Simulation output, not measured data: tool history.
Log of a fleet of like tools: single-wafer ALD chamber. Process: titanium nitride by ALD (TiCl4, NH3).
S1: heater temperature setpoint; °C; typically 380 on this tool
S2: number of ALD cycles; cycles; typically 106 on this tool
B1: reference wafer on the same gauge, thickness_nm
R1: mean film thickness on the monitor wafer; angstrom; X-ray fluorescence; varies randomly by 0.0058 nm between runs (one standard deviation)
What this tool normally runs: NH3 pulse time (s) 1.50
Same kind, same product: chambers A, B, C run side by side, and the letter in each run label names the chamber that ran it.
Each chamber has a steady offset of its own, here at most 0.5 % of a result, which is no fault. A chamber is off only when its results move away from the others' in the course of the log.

Run 1B, hour 4.9: usual settings; B1 2.3913. Result: R1 22.611 angstrom.
Run 2A, hour 8.4: usual settings; B1 2.3909. Result: R1 22.413 angstrom.
Run 3C, hour 12.1: usual settings; B1 2.3904. Result: R1 22.550 angstrom.
Run 4C, hour 16.8: usual settings; B1 2.3901. Result: R1 22.591 angstrom.
Run 5B, hour 21.2: usual settings; B1 2.3914. Result: R1 22.539 angstrom.
Run 6A, hour 24.7: usual settings but S2 88 cycles, NH3 pulse time (s) 1.31; B1 2.3905. Result: R1 18.567 angstrom.
Run 7B, hour 28.1: usual settings but S2 88 cycles, NH3 pulse time (s) 1.31; B1 2.3898. Result: R1 18.581 angstrom.
Run 8C, hour 33.4: usual settings but S2 88 cycles, NH3 pulse time (s) 1.31; B1 2.3903. Result: R1 18.579 angstrom.
Run 9A, hour 37.0: usual settings; B1 2.3913. Result: R1 22.425 angstrom.
Run 10B, hour 41.7: usual settings but S2 122 cycles, NH3 pulse time (s) 1.83; B1 2.3896. Result: R1 26.235 angstrom.
Run 11A, hour 46.6: usual settings but S2 122 cycles, NH3 pulse time (s) 1.83; B1 2.3906. Result: R1 26.266 angstrom.
Run 12C, hour 49.7: usual settings but S2 122 cycles, NH3 pulse time (s) 1.83; B1 2.3892. Result: R1 26.280 angstrom.
Run 13B, hour 54.4: usual settings but S2 94 cycles, NH3 pulse time (s) 0.92; B1 2.3900. Result: R1 19.267 angstrom.
Run 14C, hour 57.1: usual settings but S2 94 cycles, NH3 pulse time (s) 0.92; B1 2.3900. Result: R1 19.239 angstrom.
Run 15A, hour 61.0: usual settings but S2 94 cycles, NH3 pulse time (s) 0.92; B1 2.3918. Result: R1 19.195 angstrom.
Run 16C, hour 65.4: usual settings but NH3 pulse time (s) 1.29; B1 2.3896. Result: R1 22.238 angstrom.
Run 17A, hour 69.0: usual settings but NH3 pulse time (s) 1.29; B1 2.3888. Result: R1 22.237 angstrom.
Run 18B, hour 73.1: usual settings but NH3 pulse time (s) 1.29; B1 2.3899. Result: R1 22.289 angstrom.
Run 19A, hour 77.2: usual settings; B1 2.3906. Result: R1 22.386 angstrom.
At hour 77.7: chamber C: thermocouple changed; heater temperature recalibrated.
Run 20B, hour 79.5: usual settings; B1 2.3900. Result: R1 22.623 angstrom.
Run 21C, hour 84.7: usual settings; B1 2.3891. Result: R1 22.545 angstrom.

Each of the 3 chambers runs these same settings next. Fill in every chamber's results:
Run 22A, hour 88.5: usual settings. Result: R1 ?.
Run 22B, hour 88.5: usual settings. Result: R1 ?.
Run 22C, hour 88.5: usual settings. Result: R1 ?.

run      R1
22A  22.461
22B  22.699
22C  22.591

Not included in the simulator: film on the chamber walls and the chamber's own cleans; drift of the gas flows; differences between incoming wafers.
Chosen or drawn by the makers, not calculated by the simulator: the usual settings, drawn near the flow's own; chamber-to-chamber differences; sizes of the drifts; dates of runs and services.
